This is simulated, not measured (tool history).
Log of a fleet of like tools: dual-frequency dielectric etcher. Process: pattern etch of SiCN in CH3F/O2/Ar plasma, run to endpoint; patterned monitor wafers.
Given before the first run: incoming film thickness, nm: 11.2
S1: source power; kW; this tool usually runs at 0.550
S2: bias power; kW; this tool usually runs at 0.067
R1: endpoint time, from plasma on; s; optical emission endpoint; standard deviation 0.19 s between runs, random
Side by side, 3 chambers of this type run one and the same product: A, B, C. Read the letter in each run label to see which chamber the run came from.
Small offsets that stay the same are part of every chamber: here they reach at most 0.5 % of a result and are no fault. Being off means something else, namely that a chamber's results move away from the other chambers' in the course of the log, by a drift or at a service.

| run | hour | S1 | S2 | R1 |
|---|---|---|---|---|
| 1B | 7.9 | 0.550 | 0.067 | 27.102 |
| 2A | 14.2 | 0.550 | 0.067 | 27.110 |
| 3C | 18.8 | 0.550 | 0.067 | 26.995 |
| 4B | 26.1 | 0.550 | 0.067 | 27.409 |
| 5A | 31.4 | 0.550 | 0.067 | 27.390 |
| 6C | 40.1 | 0.550 | 0.067 | 26.945 |
| 7A | 46.0 | 0.470 | 0.051 | 32.093 |
| 8C | 53.2 | 0.470 | 0.051 | 31.755 |
| 9B | 59.3 | 0.470 | 0.051 | 31.673 |
| 10A | 64.8 | 0.550 | 0.067 | 27.132 |
| 11B | 73.2 | 0.670 | 0.083 | 23.259 |
| 12C | 81.6 | 0.670 | 0.083 | 23.371 |
| 13B | 88.3 | 0.670 | 0.083 | 23.057 |
| 14C | 94.8 | 0.550 | 0.067 | 26.997 |
| 15A | 103.8 | 0.550 | 0.067 | 27.169 |
| 16C | 107.8 | 0.680 | 0.052 | 27.016 |
| 17A | 112.2 | 0.680 | 0.052 | 27.083 |
| 18B | 118.2 | 0.680 | 0.052 | 26.872 |
| 19A | 122.4 | 0.550 | 0.067 | 27.667 |
| 20B | 129.7 | 0.550 | 0.067 | 26.213 |
| 21C | 134.0 | 0.550 | 0.067 | 27.036 |
| 22C | 140.5 | 0.550 | 0.067 | 26.982 |
| 23B | 145.3 | 0.550 | 0.067 | 26.461 |
| 24A | 149.4 | 0.550 | 0.067 | 27.235 |
| 25C | 155.4 | 0.550 | 0.067 | 27.046 |
| 26B | 163.2 | 0.550 | 0.067 | 25.963 |
| 27A | 169.6 | 0.550 | 0.067 | 27.215 |
| 28C | 176.1 | 0.550 | 0.067 | 27.139 |
| 29B | 182.3 | 0.550 | 0.067 | 25.902 |

Each of the 3 chambers runs these same settings next. Fill in every chamber's results:
| 30A | 188.8 | 0.550 | 0.062 | ? |
| 30B | 188.8 | 0.550 | 0.062 | ? |
| 30C | 188.8 | 0.550 | 0.062 | ? |

| run | R1 |
|---|---|
| 30A | 28.115 |
| 30B | 26.644 |
| 30C | 27.530 |
